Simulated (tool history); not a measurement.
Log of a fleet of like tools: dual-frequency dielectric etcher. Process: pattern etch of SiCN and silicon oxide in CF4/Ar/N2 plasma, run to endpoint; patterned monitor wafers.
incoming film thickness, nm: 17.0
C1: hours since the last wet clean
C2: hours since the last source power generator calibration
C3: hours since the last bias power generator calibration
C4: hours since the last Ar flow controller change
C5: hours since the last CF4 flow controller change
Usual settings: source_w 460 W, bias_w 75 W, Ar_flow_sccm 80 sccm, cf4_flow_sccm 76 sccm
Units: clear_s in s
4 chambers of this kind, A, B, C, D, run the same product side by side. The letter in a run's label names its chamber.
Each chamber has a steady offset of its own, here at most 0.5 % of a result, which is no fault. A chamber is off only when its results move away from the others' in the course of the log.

{"run": "1C", "hour": 6.5, "source_w": 460, "bias_w": 75, "Ar_flow_sccm": 80, "cf4_flow_sccm": 76, "C1": 182.4, "C2": 2000.6, "C3": 2766.2, "C4": 502.7, "C5": 2598.1, "clear_s": 18.248}
{"run": "2B", "hour": 15.3, "source_w": 460, "bias_w": 75, "Ar_flow_sccm": 80, "cf4_flow_sccm": 76, "C1": 194.8, "C2": 3337.6, "C3": 1924.9, "C4": 559.2, "C5": 2082.3, "clear_s": 18.402}
{"hour": 17.4, "done": "chamber C: source power generator calibrated"}
{"run": "3D", "hour": 21.1, "source_w": 460, "bias_w": 75, "Ar_flow_sccm": 80, "cf4_flow_sccm": 76, "C1": 341.6, "C2": 1363.3, "C3": 1805.2, "C4": 547.5, "C5": 1867.6, "clear_s": 18.292}
{"run": "4A", "hour": 27.2, "source_w": 460, "bias_w": 75, "Ar_flow_sccm": 80, "cf4_flow_sccm": 76, "C1": 468.9, "C2": 1271.5, "C3": 498.9, "C4": 2366.7, "C5": 2260.2, "clear_s": 18.167}
{"run": "5C", "hour": 33.1, "source_w": 460, "bias_w": 75, "Ar_flow_sccm": 80, "cf4_flow_sccm": 76, "C1": 209, "C2": 15.8, "C3": 2792.8, "C4": 529.3, "C5": 2624.7, "clear_s": 18.197}
{"run": "6A", "hour": 39.6, "source_w": 460, "bias_w": 75, "Ar_flow_sccm": 80, "cf4_flow_sccm": 76, "C1": 481.3, "C2": 1283.9, "C3": 511.3, "C4": 2379.1, "C5": 2272.6, "clear_s": 18.349}
{"run": "7B", "hour": 48.3, "source_w": 460, "bias_w": 75, "Ar_flow_sccm": 80, "cf4_flow_sccm": 76, "C1": 227.8, "C2": 3370.6, "C3": 1957.9, "C4": 592.2, "C5": 2115.3, "clear_s": 18.503}
{"hour": 50.0, "done": "chamber D: wet clean of the chamber"}
{"run": "8D", "hour": 57.1, "source_w": 460, "bias_w": 75, "Ar_flow_sccm": 80, "cf4_flow_sccm": 76, "C1": 7.2, "C2": 1399.3, "C3": 1841.2, "C4": 583.5, "C5": 1903.6, "clear_s": 18.142}
{"hour": 60.4, "done": "chamber A: wet clean of the chamber"}
{"run": "9A", "hour": 65.6, "source_w": 460, "bias_w": 75, "Ar_flow_sccm": 80, "cf4_flow_sccm": 76, "C1": 5.2, "C2": 1309.9, "C3": 537.3, "C4": 2405.1, "C5": 2298.6, "clear_s": 18.251}
{"run": "10B", "hour": 69.6, "source_w": 460, "bias_w": 75, "Ar_flow_sccm": 80, "cf4_flow_sccm": 76, "C1": 249.1, "C2": 3391.9, "C3": 1979.2, "C4": 613.5, "C5": 2136.6, "clear_s": 18.648}
{"run": "11C", "hour": 78.6, "source_w": 460, "bias_w": 75, "Ar_flow_sccm": 74, "cf4_flow_sccm": 76, "C1": 254.5, "C2": 61.3, "C3": 2838.3, "C4": 574.8, "C5": 2670.2, "clear_s": 17.831}
{"run": "12D", "hour": 87.1, "source_w": 460, "bias_w": 75, "Ar_flow_sccm": 74, "cf4_flow_sccm": 76, "C1": 37.2, "C2": 1429.3, "C3": 1871.2, "C4": 613.5, "C5": 1933.6, "clear_s": 17.928}
{"run": "13C", "hour": 91.5, "source_w": 460, "bias_w": 75, "Ar_flow_sccm": 74, "cf4_flow_sccm": 76, "C1": 267.4, "C2": 74.2, "C3": 2851.2, "C4": 587.7, "C5": 2683.1, "clear_s": 17.957}
{"run": "14D", "hour": 96.1, "source_w": 460, "bias_w": 75, "Ar_flow_sccm": 74, "cf4_flow_sccm": 76, "C1": 46.2, "C2": 1438.3, "C3": 1880.2, "C4": 622.5, "C5": 1942.6, "clear_s": 17.892}
{"run": "15A", "hour": 100.2, "source_w": 460, "bias_w": 75, "Ar_flow_sccm": 80, "cf4_flow_sccm": 76, "C1": 39.8, "C2": 1344.5, "C3": 571.9, "C4": 2439.7, "C5": 2333.2, "clear_s": 18.114}
{"run": "16B", "hour": 105.9, "source_w": 460, "bias_w": 75, "Ar_flow_sccm": 80, "cf4_flow_sccm": 76, "C1": 285.4, "C2": 3428.2, "C3": 2015.5, "C4": 649.8, "C5": 2172.9, "clear_s": 18.764}
{"run": "17C", "hour": 110.2, "source_w": 460, "bias_w": 75, "Ar_flow_sccm": 80, "cf4_flow_sccm": 76, "C1": 286.1, "C2": 92.9, "C3": 2869.9, "C4": 606.4, "C5": 2701.8, "clear_s": 18.205}
{"run": "18D", "hour": 115.9, "source_w": 460, "bias_w": 75, "Ar_flow_sccm": 80, "cf4_flow_sccm": 76, "C1": 66, "C2": 1458.1, "C3": 1900, "C4": 642.3, "C5": 1962.4, "clear_s": 18.363}
{"run": "19B", "hour": 121.9, "source_w": 460, "bias_w": 75, "Ar_flow_sccm": 80, "cf4_flow_sccm": 76, "C1": 301.4, "C2": 3444.2, "C3": 2031.5, "C4": 665.8, "C5": 2188.9, "clear_s": 18.758}
{"run": "20A", "hour": 126.9, "source_w": 460, "bias_w": 75, "Ar_flow_sccm": 80, "cf4_flow_sccm": 76, "C1": 66.5, "C2": 1371.2, "C3": 598.6, "C4": 2466.4, "C5": 2359.9, "clear_s": 18.349}
{"hour": 131.7, "done": "chamber D: bias power generator calibrated"}
{"run": "21A", "hour": 133.9, "source_w": 460, "bias_w": 75, "Ar_flow_sccm": 80, "cf4_flow_sccm": 76, "C1": 73.5, "C2": 1378.2, "C3": 605.6, "C4": 2473.4, "C5": 2366.9, "clear_s": 18.257}
{"run": "22C", "hour": 141.5, "source_w": 460, "bias_w": 75, "Ar_flow_sccm": 80, "cf4_flow_sccm": 76, "C1": 317.4, "C2": 124.2, "C3": 2901.2, "C4": 637.7, "C5": 2733.1, "clear_s": 18.278}
{"run": "23D", "hour": 149.0, "source_w": 460, "bias_w": 75, "Ar_flow_sccm": 80, "cf4_flow_sccm": 76, "C1": 99.1, "C2": 1491.2, "C3": 17.3, "C4": 675.4, "C5": 1995.5, "clear_s": 18.188}
{"run": "24B", "hour": 152.9, "source_w": 460, "bias_w": 75, "Ar_flow_sccm": 80, "cf4_flow_sccm": 76, "C1": 332.4, "C2": 3475.2, "C3": 2062.5, "C4": 696.8, "C5": 2219.9, "clear_s": 18.829}
{"run": "25D", "hour": 157.4, "source_w": 460, "bias_w": 75, "Ar_flow_sccm": 80, "cf4_flow_sccm": 76, "C1": 107.5, "C2": 1499.6, "C3": 25.7, "C4": 683.8, "C5": 2003.9, "clear_s": 18.126}
{"run": "26C", "hour": 165.2, "source_w": 460, "bias_w": 75, "Ar_flow_sccm": 80, "cf4_flow_sccm": 76, "C1": 341.1, "C2": 147.9, "C3": 2924.9, "C4": 661.4, "C5": 2756.8, "clear_s": 18.181}
{"run": "27A", "hour": 172.3, "source_w": 460, "bias_w": 75, "Ar_flow_sccm": 80, "cf4_flow_sccm": 76, "C1": 111.9, "C2": 1416.6, "C3": 644, "C4": 2511.8, "C5": 2405.3, "clear_s": 18.363}
{"run": "28B", "hour": 179.9, "source_w": 460, "bias_w": 75, "Ar_flow_sccm": 80, "cf4_flow_sccm": 76, "C1": 359.4, "C2": 3502.2, "C3": 2089.5, "C4": 723.8, "C5": 2246.9, "clear_s": 19.078}
{"run": "29A", "hour": 187.5, "source_w": 580, "bias_w": 75, "Ar_flow_sccm": 80, "cf4_flow_sccm": 76, "C1": 127.1, "C2": 1431.8, "C3": 659.2, "C4": 2527, "C5": 2420.5, "clear_s": 14.883}
{"run": "30D", "hour": 192.4, "source_w": 580, "bias_w": 75, "Ar_flow_sccm": 80, "cf4_flow_sccm": 76, "C1": 142.5, "C2": 1534.6, "C3": 60.7, "C4": 718.8, "C5": 2038.9, "clear_s": 14.869}
{"run": "31B", "hour": 198.3, "source_w": 580, "bias_w": 75, "Ar_flow_sccm": 80, "cf4_flow_sccm": 76, "C1": 377.8, "C2": 3520.6, "C3": 2107.9, "C4": 742.2, "C5": 2265.3, "clear_s": 15.573}
{"run": "32C", "hour": 207.1, "source_w": 580, "bias_w": 75, "Ar_flow_sccm": 80, "cf4_flow_sccm": 76, "C1": 383, "C2": 189.8, "C3": 2966.8, "C4": 703.3, "C5": 2798.7, "clear_s": 14.922}

Next, every chamber runs the same settings. What will each give?
{"run": "33A", "hour": 213.7, "source_w": 460, "bias_w": 75, "Ar_flow_sccm": 80, "cf4_flow_sccm": 76, "clear_s": "?"}
{"run": "33B", "hour": 213.7, "source_w": 460, "bias_w": 75, "Ar_flow_sccm": 80, "cf4_flow_sccm": 76, "clear_s": "?"}
{"run": "33C", "hour": 213.7, "source_w": 460, "bias_w": 75, "Ar_flow_sccm": 80, "cf4_flow_sccm": 76, "clear_s": "?"}
{"run": "33D", "hour": 213.7, "source_w": 460, "bias_w": 75, "Ar_flow_sccm": 80, "cf4_flow_sccm": 76, "clear_s": "?"}

run=33A clear_s=18.118
run=33B clear_s=19.121
run=33C clear_s=18.38
run=33D clear_s=18.292

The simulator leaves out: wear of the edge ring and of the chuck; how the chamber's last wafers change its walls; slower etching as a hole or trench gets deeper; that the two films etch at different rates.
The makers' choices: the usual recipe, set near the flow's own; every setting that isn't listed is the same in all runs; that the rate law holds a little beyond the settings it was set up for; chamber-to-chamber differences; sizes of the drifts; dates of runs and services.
